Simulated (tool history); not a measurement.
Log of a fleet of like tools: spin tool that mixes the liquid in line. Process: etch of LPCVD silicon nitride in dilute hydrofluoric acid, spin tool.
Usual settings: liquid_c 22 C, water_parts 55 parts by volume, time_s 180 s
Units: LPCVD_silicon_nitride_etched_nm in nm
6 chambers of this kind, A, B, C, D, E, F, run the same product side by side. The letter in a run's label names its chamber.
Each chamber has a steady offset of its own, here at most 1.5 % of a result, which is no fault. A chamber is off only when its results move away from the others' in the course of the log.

run	hour	liquid_c	water_parts	time_s	hours since the thermometer was replaced	hours since the hydrofluoric acid flow meter was replaced	read-back film thickness of the LPCVD silicon nitride reference wafer, read on the same gauge (nm)	LPCVD_silicon_nitride_etched_nm
1F	10.7	22	55	180	1085.7	417.8	99.963	1.41780
2E	23.3	22	55	180	526.1	334.8	99.970	1.45020
3B	30.5	22	55	180	490.6	1151.5	100.010	1.44440
4C	42.1	22	55	180	1103.4	525.9	100.020	1.45750
5D	50.3	22	55	180	882.2	344.7	99.992	1.46930
6A	62.7	22	55	180	1933.1	189.2	100.010	1.44370
7D	74.9	22	55	180	906.8	369.3	100.020	1.48490
8B	88.2	22	55	180	548.3	1209.2	100.000	1.48010
9C	96.4	22	55	180	1157.7	580.2	99.969	1.43510
# hour 97.6: chamber C: hydrofluoric acid flow meter replaced
10E	103.4	22	55	180	606.2	414.9	100.010	1.44980
11A	111.0	22	55	180	1981.4	237.5	99.972	1.44190
12F	123.3	22	75	180	1198.3	530.4	99.966	1.06750
13A	130.6	22	75	180	2001.0	257.1	99.957	1.06890
# hour 136.8: chamber B: hydrofluoric acid flow meter replaced
14B	141.8	22	75	180	601.9	5.0	100.000	1.04400
15F	155.6	22	75	180	1230.6	562.7	100.030	1.05160
16D	168.1	22	75	180	1000.0	462.5	99.986	1.06520
17E	175.8	22	75	180	678.6	487.3	100.010	1.04560
18C	182.4	22	55	180	1243.7	84.9	99.990	1.46350
19F	193.1	22	55	180	1268.1	600.2	100.030	1.40900
20B	200.5	22	55	180	660.6	63.7	100.050	1.45760
21E	207.6	22	55	180	710.4	519.1	99.960	1.38520
22D	217.3	22	55	180	1049.2	511.7	99.983	1.43690
23C	226.9	22	55	180	1288.2	129.4	100.010	1.44330
24A	236.4	22	55	180	2106.8	362.9	99.973	1.44640
25C	243.0	22	55	180	1304.3	145.5	99.999	1.48360
26E	251.7	22	55	180	754.5	563.2	99.972	1.35740
27A	264.3	22	55	180	2134.7	390.8	100.010	1.45680
28B	274.9	22	55	180	735.0	138.1	99.963	1.45900
29D	281.7	22	65	115	1113.6	576.1	99.994	0.79118
30F	294.4	22	65	115	1369.4	701.5	99.999	0.76579
31B	302.1	22	65	115	762.2	165.3	99.962	0.77967
32A	310.0	22	65	115	2180.4	436.5	99.991	0.77780
33F	319.0	22	65	115	1394.0	726.1	100.040	0.75882
34C	325.7	22	65	115	1387.0	228.2	99.968	0.80518
35D	333.3	22	65	140	1165.2	627.7	100.010	0.94493
36E	342.9	22	65	140	845.7	654.4	99.995	0.86167
37B	355.1	22	65	140	815.2	218.3	100.000	0.93874
38D	365.0	22	65	140	1196.9	659.4	99.957	0.95329

Is one chamber off against the others, does the gauge drift, or is nothing wrong? If a chamber is off, say which, and what the likeliest cause is.

Chamber E drifts away from the others.
Cause: hydrofluoric acid flow below the setpoint (%) = 10.4.
The log may not tell that from: liquid colder than its thermometer reads (K).

Here are 4 candidates for chamber E's next run, each the usual settings with a change, their results left as question marks. Which one brings its results back in line with what the others give on the usual settings?
In line means no further than this from the other chambers' mean on the usual settings: LPCVD_silicon_nitride_etched_nm 0.07500 nm
39E-1	374.9	22.0	55	160				?
39E-2	374.9	21.5	55	155				?
39E-3	374.9	22.5	55	210				?
39E-4	374.9	22.0	55	200				?

The other chambers' mean on the usual settings: LPCVD_silicon_nitride_etched_nm 1.44330 nm
run	LPCVD_silicon_nitride_etched_nm
39E-1	1.17510
39E-2	1.10020
39E-3	1.59460
39E-4	1.46890
39E-4 brings the chamber back in line.
